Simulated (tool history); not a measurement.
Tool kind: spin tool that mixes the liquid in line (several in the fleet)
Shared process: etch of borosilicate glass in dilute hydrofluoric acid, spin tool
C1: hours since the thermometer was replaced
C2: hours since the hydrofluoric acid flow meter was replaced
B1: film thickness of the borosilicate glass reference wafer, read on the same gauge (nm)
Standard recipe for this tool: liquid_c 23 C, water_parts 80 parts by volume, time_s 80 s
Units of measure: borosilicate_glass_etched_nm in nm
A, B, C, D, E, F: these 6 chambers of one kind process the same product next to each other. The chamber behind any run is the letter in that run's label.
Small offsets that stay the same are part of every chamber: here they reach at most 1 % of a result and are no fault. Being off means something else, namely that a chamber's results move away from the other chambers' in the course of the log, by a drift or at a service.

Run 1F, hour 8.3: usual settings; C1 1665; C2 174.8; B1 110.01. Result: borosilicate_glass_etched_nm 24.16 nm.
Run 2B, hour 13.9: usual settings; C1 548.9; C2 400; B1 110.01. Result: borosilicate_glass_etched_nm 24.136 nm.
Run 3D, hour 19.3: usual settings; C1 1799.2; C2 759.4; B1 109.97. Result: borosilicate_glass_etched_nm 24.2 nm.
Run 4A, hour 29.9: usual settings; C1 1026.6; C2 122; B1 110. Result: borosilicate_glass_etched_nm 23.951 nm.
Run 5C, hour 35.8: usual settings; C1 360.7; C2 1956.4; B1 110. Result: borosilicate_glass_etched_nm 24.53 nm.
Run 6E, hour 44.7: usual settings; C1 788.8; C2 674.1; B1 110. Result: borosilicate_glass_etched_nm 24.31 nm.
At hour 48.5: chamber E: thermometer replaced.
Run 7F, hour 54.3: usual settings; C1 1711; C2 220.8; B1 109.99. Result: borosilicate_glass_etched_nm 24.37 nm.
Run 8C, hour 60.1: usual settings; C1 385; C2 1980.7; B1 109.98. Result: borosilicate_glass_etched_nm 24.208 nm.
Run 9E, hour 65.4: usual settings; C1 17; C2 694.8; B1 109.98. Result: borosilicate_glass_etched_nm 24.338 nm.
Run 10D, hour 70.6: usual settings; C1 1850.5; C2 810.7; B1 110. Result: borosilicate_glass_etched_nm 24.254 nm.
Run 11A, hour 77.7: usual settings; C1 1074.4; C2 169.8; B1 110.02. Result: borosilicate_glass_etched_nm 24.094 nm.
Run 12B, hour 83.2: usual settings; C1 618.2; C2 469.3; B1 110.02. Result: borosilicate_glass_etched_nm 24.055 nm.
Run 13D, hour 93.1: usual settings; C1 1873; C2 833.2; B1 110.01. Result: borosilicate_glass_etched_nm 24.01 nm.
Run 14E, hour 103.6: usual settings but time_s 40 s; C1 55.2; C2 733; B1 109.99. Result: borosilicate_glass_etched_nm 12.208 nm.
Run 15B, hour 111.4: usual settings but time_s 40 s; C1 646.4; C2 497.5; B1 109.98. Result: borosilicate_glass_etched_nm 11.896 nm.
At hour 118.2: chamber C: hydrofluoric acid flow meter replaced.
Run 16C, hour 118.5: usual settings but time_s 40 s; C1 443.4; C2 0.3; B1 109.97. Result: borosilicate_glass_etched_nm 12.022 nm.
Run 17F, hour 129.4: usual settings but time_s 40 s; C1 1786.1; C2 295.9; B1 110.01. Result: borosilicate_glass_etched_nm 12.084 nm.
Run 18A, hour 139.8: usual settings but time_s 40 s; C1 1136.5; C2 231.9; B1 110. Result: borosilicate_glass_etched_nm 12.022 nm.
Run 19B, hour 147.5: usual settings but time_s 40 s; C1 682.5; C2 533.6; B1 110.01. Result: borosilicate_glass_etched_nm 12.026 nm.
Run 20E, hour 157.2: usual settings but liquid_c 20.5 C, time_s 115 s; C1 108.8; C2 786.6; B1 110. Result: borosilicate_glass_etched_nm 31.697 nm.
Run 21C, hour 167.8: usual settings but liquid_c 20.5 C, time_s 115 s; C1 492.7; C2 49.6; B1 110.01. Result: borosilicate_glass_etched_nm 31.776 nm.
Run 22A, hour 178.3: usual settings but liquid_c 20.5 C, time_s 115 s; C1 1175; C2 270.4; B1 109.98. Result: borosilicate_glass_etched_nm 31.018 nm.
Run 23F, hour 186.8: usual settings but liquid_c 20.5 C, time_s 115 s; C1 1843.5; C2 353.3; B1 110. Result: borosilicate_glass_etched_nm 31.758 nm.
Run 24D, hour 191.9: usual settings but liquid_c 20.5 C, time_s 115 s; C1 1971.8; C2 932; B1 110. Result: borosilicate_glass_etched_nm 30.894 nm.
Run 25D, hour 198.6: usual settings but liquid_c 20.5 C, time_s 115 s; C1 1978.5; C2 938.7; B1 110. Result: borosilicate_glass_etched_nm 31.226 nm.
Run 26A, hour 210: usual settings; C1 1206.7; C2 302.1; B1 109.99. Result: borosilicate_glass_etched_nm 24.044 nm.
Run 27B, hour 221.5: usual settings; C1 756.5; C2 607.6; B1 110.02. Result: borosilicate_glass_etched_nm 24.058 nm.
Run 28C, hour 231.4: usual settings but water_parts 110 parts by volume; C1 556.3; C2 113.2; B1 110. Result: borosilicate_glass_etched_nm 17.076 nm.
Run 29E, hour 239.8: usual settings but water_parts 110 parts by volume; C1 191.4; C2 869.2; B1 110.02. Result: borosilicate_glass_etched_nm 16.877 nm.
Run 30F, hour 248.3: usual settings but water_parts 110 parts by volume; C1 1905; C2 414.8; B1 110.02. Result: borosilicate_glass_etched_nm 17.131 nm.
Run 31E, hour 256.1: usual settings but water_parts 110 parts by volume; C1 207.7; C2 885.5; B1 109.99. Result: borosilicate_glass_etched_nm 16.588 nm.
Run 32B, hour 267.1: usual settings but water_parts 110 parts by volume; C1 802.1; C2 653.2; B1 110. Result: borosilicate_glass_etched_nm 16.655 nm.
Run 33D, hour 275.7: usual settings but water_parts 110 parts by volume; C1 2055.6; C2 1015.8; B1 110.01. Result: borosilicate_glass_etched_nm 16.878 nm.
Run 34F, hour 286.8: usual settings; C1 1943.5; C2 453.3; B1 109.99. Result: borosilicate_glass_etched_nm 23.972 nm.
At hour 294.3: chamber A: hydrofluoric acid flow meter replaced.
Run 35C, hour 295.5: usual settings; C1 620.4; C2 177.3; B1 110.02. Result: borosilicate_glass_etched_nm 24.143 nm.
Run 36A, hour 304: usual settings; C1 1300.7; C2 9.8; B1 109.98. Result: borosilicate_glass_etched_nm 23.972 nm.
Run 37D, hour 313.6: usual settings; C1 2093.5; C2 1053.7; B1 110. Result: borosilicate_glass_etched_nm 24.152 nm.
At hour 316.2: chamber A: thermometer replaced.
Run 38C, hour 323.2: usual settings; C1 648.1; C2 205; B1 110. Result: borosilicate_glass_etched_nm 24.364 nm.
Run 39F, hour 333.3: usual settings but liquid_c 21 C, water_parts 60 parts by volume; C1 1990; C2 499.8; B1 110. Result: borosilicate_glass_etched_nm 30.878 nm.
Run 40A, hour 342.5: usual settings but liquid_c 21 C, water_parts 60 parts by volume; C1 26.3; C2 48.3; B1 109.99. Result: borosilicate_glass_etched_nm 30.546 nm.
Run 41E, hour 347.7: usual settings but liquid_c 21 C, water_parts 60 parts by volume; C1 299.3; C2 977.1; B1 109.98. Result: borosilicate_glass_etched_nm 28.877 nm.

What goes on in this fleet: one chamber off, a drifting gauge, or nothing beyond the chambers' own small offsets? Name the chamber and the cause, if any.

One chamber, E, drifts off from the rest bit by bit.
Most likely cause: hydrofluoric acid flow below the setpoint (%) = 4.7.
Not necessarily distinguishable in this log from: liquid colder than its thermometer reads (K).

Chamber E could run next with any of the 4 candidate recipes listed below; each alters the usual settings, and their results appear as question marks. Which one brings its results back in line with what the other chambers deliver on the usual settings?
In-line tolerance around the mean of the other chambers on the usual settings: borosilicate_glass_etched_nm 0.6 nm
Run 42E-1, hour 356: usual settings but liquid_c 25.5 C. Result: borosilicate_glass_etched_nm ?.
Run 42E-2, hour 356: usual settings but liquid_c 22 C. Result: borosilicate_glass_etched_nm ?.
Run 42E-3, hour 356: usual settings but liquid_c 24 C. Result: borosilicate_glass_etched_nm ?.
Run 42E-4, hour 356: usual settings but liquid_c 22.5 C, water_parts 85 parts by volume. Result: borosilicate_glass_etched_nm ?.

Mean of the other chambers on the usual settings: borosilicate_glass_etched_nm 24.186 nm
  run  borosilicate_glass_etched_nm
42E-1                        25.493
42E-2                         22.19
42E-3                        24.032
42E-4                        21.192
42E-3 puts the chamber back in line with the other chambers.
